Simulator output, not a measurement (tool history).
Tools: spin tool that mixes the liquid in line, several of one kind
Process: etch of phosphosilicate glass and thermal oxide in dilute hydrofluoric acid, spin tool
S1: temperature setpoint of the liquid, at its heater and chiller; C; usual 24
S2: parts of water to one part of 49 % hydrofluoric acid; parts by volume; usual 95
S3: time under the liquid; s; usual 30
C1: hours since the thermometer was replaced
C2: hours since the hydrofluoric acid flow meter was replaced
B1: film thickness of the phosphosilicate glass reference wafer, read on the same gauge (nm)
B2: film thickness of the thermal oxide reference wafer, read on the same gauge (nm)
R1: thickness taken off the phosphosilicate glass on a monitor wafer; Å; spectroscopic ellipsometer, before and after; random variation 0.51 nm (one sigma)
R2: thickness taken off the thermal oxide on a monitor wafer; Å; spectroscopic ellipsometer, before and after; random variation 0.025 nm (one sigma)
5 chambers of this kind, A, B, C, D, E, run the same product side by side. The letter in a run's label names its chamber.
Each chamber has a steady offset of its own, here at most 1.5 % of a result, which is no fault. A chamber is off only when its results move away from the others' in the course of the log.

run	hour	S1	S2	S3	C1	C2	B1	B2	R1	R2
1E	8.6	24	95	30	1175.7	609.5	29.989	29.998	572.12	14.6990
2B	20.2	24	95	30	61.7	806.2	29.992	29.992	573.39	15.2230
3D	31.3	24	95	30	1293.9	646.9	30.012	30.002	569.08	15.3190
4C	41.0	24	95	30	2228.0	228.1	30.019	29.995	571.84	15.0800
5A	52.7	24	95	30	418.0	507.8	29.946	30.022	573.85	15.1430
6E	66.5	24	140	30	1233.6	667.4	29.973	29.997	365.84	9.8067
# hour 74.4: chamber B: hydrofluoric acid flow meter replaced
7C	77.9	24	140	30	2264.9	265.0	30.000	29.998	370.17	9.4534
8B	92.7	24	140	30	134.2	18.3	30.002	29.995	370.15	9.7457
9D	103.4	24	140	30	1366.0	719.0	30.011	29.966	368.74	9.8770
10A	117.0	24	140	30	482.3	572.1	29.996	30.024	371.81	9.6529
11A	128.5	24	95	30	493.8	583.6	30.026	29.978	573.69	15.5070
12C	138.4	24	95	30	2325.4	325.5	29.999	30.000	566.24	15.2090
13D	147.5	24	95	30	1410.1	763.1	29.985	29.988	569.27	15.5790
14B	159.0	24	95	30	200.5	84.6	30.000	29.980	572.73	15.2580
15E	173.7	24	95	30	1340.8	774.6	30.001	29.977	574.58	14.7640
16D	184.1	24	95	30	1446.7	799.7	30.019	30.020	569.12	15.5070
17E	195.1	24	95	30	1362.2	796.0	30.007	30.026	574.57	15.0770
# hour 195.4: chamber E: thermometer replaced
18B	201.9	24	95	30	243.4	127.5	30.015	29.989	578.29	15.0360
19A	213.6	24	95	30	578.9	668.7	29.997	30.033	580.21	15.1440
20C	220.7	24	95	30	2407.7	407.8	30.042	30.012	570.39	14.9720
21D	231.9	24	95	30	1494.5	847.5	29.998	29.989	566.39	14.8610
22A	240.4	24	95	30	605.7	695.5	30.011	29.990	579.86	14.9620
23C	251.7	24	95	30	2438.7	438.8	30.004	30.002	562.73	15.0430
24E	265.0	24	95	30	69.6	865.9	30.001	29.995	577.39	15.1120
25B	278.7	24	130	30	320.2	204.3	29.998	30.022	409.58	10.8740
26E	293.5	24	130	30	98.1	894.4	29.998	29.990	404.78	10.5970
27C	306.8	24	130	30	2493.8	493.9	30.040	30.017	396.98	10.8340
28B	317.4	24	130	30	358.9	243.0	30.002	30.038	400.56	10.3200
29A	329.8	24	130	30	695.1	784.9	30.000	30.021	394.56	10.4440
30D	336.8	24	95	30	1599.4	952.4	30.011	29.993	565.63	14.9370
# hour 342.7: chamber D: hydrofluoric acid flow meter replaced
31B	345.2	24	95	45	386.7	270.8	30.007	30.027	852.07	22.9160
32C	354.9	24	95	45	2541.9	542.0	29.993	30.017	843.87	23.2380
33E	363.7	24	95	45	168.3	964.6	30.045	29.987	859.86	22.6330
34A	373.7	24	95	45	739.0	828.8	29.990	29.981	867.32	22.9130
35D	383.8	24	95	45	1646.4	41.1	30.007	30.010	861.93	23.2300

What goes on in this fleet: one chamber off, a drifting gauge, or nothing beyond the chambers' own small offsets? Name the chamber and the cause, if any.

No chamber stands off beyond its own small offset, and the gauge holds steady.

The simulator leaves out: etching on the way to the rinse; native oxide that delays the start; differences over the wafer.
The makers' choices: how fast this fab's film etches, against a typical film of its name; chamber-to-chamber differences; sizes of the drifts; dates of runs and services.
